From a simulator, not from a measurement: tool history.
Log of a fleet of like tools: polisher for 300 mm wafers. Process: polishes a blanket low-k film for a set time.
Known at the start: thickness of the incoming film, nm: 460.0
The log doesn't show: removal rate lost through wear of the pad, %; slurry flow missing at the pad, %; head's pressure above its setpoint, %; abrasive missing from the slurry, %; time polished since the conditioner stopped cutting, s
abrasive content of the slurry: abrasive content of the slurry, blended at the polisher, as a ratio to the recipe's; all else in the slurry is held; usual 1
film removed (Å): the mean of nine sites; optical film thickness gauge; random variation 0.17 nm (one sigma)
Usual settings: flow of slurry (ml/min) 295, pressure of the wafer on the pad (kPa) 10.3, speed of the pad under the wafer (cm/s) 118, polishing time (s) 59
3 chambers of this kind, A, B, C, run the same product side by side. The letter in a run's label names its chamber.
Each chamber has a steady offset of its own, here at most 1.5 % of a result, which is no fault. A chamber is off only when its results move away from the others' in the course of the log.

run,day,flow of slurry (ml/min),pressure of the wafer on the pad (kPa),speed of the pad under the wafer (cm/s),abrasive content of the slurry,polishing time (s),wafers polished on this pad,hours since the slurry nozzle was cleaned,hours since the head pressure was calibrated,hours since the slurry blender was calibrated,hours since the conditioning disc was replaced,film removed (Å)
1B,0.396,295,10.3,118,1,59,551,159.6,272.5,446.7,62.1,190.04
2C,0.675,295,10.3,118,1,59,280,277.1,535.2,113.8,338,187.64
3A,0.946,295,10.3,118,1,59,220,512.3,1015.3,43.2,169.9,186.37
4C,1.154,295,10.3,118,1,59,366,288.6,546.7,125.3,349.5,186.56
5B,1.379,295,10.3,118,1,59,728,183.2,296.1,470.3,85.7,190.12
6A,1.583,295,10.3,118,1,59,335,527.6,1030.6,58.5,185.2,188.78
# day 1.617: chamber B: slurry blender recalibrated
7C,1.8,295,10.3,118,1,59,482,304.1,562.2,140.8,365,188.27
8B,2.146,295,10.3,118,1,59,866,201.6,314.5,12.7,104.1,190.06
9A,2.346,295,8.3,118,0.85,59,472,545.9,1048.9,76.8,203.5,141.69
# day 2.508: chamber A: slurry nozzle cleaned
10C,2.725,295,8.3,118,0.85,59,648,326.3,584.4,163,387.2,135
# day 2.862: chamber A: worn pad replaced by a new one
11A,2.925,295,8.3,118,0.85,59,11,10,1062.8,90.7,217.4,140.85
12B,3.158,295,10.3,118,1,74,1048,225.9,338.8,37,128.4,238.49
# day 3.396: chamber C: worn pad replaced by a new one
13A,3.542,295,10.3,118,1,74,122,24.8,1077.6,105.5,232.2,236.95
14B,3.858,295,10.3,118,1,74,1174,242.7,355.6,53.8,145.2,247.94
# day 3.942: chamber A: conditioning disc replaced and pad reconditioned
15C,4.108,295,10.3,118,1,59,128,359.5,617.6,196.2,420.4,187.01
16C,4.504,295,10.3,118,1,59,199,369,627.1,205.7,429.9,187.28
# day 4.529: chamber C: conditioning disc replaced and pad reconditioned
# day 4.658: chamber A: slurry blender recalibrated
17B,4.875,220,10.3,136,1,59,1356,267.1,380,78.2,169.6,216.26
18A,5.142,220,10.3,136,1,59,409,63.2,1116,11.6,28.8,207.07
# day 5.283: chamber B: worn pad replaced by a new one
19A,5.542,220,10.3,136,1,59,481,72.8,1125.6,21.2,38.4,204.45
20B,5.958,295,10.3,118,1,59,121,293.1,406,104.2,195.6,200.71
21C,6.304,295,10.3,118,1,59,523,412.2,670.3,248.9,42.7,187.51
22A,6.6,295,10.3,118,1,59,672,98.2,1151,46.6,63.8,191.55
23B,7.017,295,10.3,118,1,59,311,318.5,431.4,129.6,221,204.43
# day 7.029: chamber C: slurry blender recalibrated
# day 7.042: chamber A: worn pad replaced by a new one
# day 7.121: chamber C: worn pad replaced by a new one
24C,7.3,295,10.3,118,1,59,32,436.1,694.2,6.5,66.6,188.55
25B,7.642,295,10.3,118,1,59,423,333.5,446.4,144.6,236,205.76
26A,7.896,295,10.3,118,1,59,153,129.3,1182.1,77.7,94.9,191.21
27C,8.104,295,10.3,118,1,59,177,455.4,713.5,25.8,85.9,185.85
28B,8.317,295,10.3,118,1,59,545,349.7,462.6,160.8,252.2,208.58
29C,8.6,295,10.3,118,1,59,266,467.3,725.4,37.7,97.8,187.31

All 3 chambers run these settings next. Forecast each chamber's results:
30A,8.908,295,10.3,118,1,59,,,,,,?
30B,8.908,295,10.3,118,1,59,,,,,,?
30C,8.908,295,10.3,118,1,59,,,,,,?

run,film removed (Å)
30A,187.28
30B,212.7
30C,187.1

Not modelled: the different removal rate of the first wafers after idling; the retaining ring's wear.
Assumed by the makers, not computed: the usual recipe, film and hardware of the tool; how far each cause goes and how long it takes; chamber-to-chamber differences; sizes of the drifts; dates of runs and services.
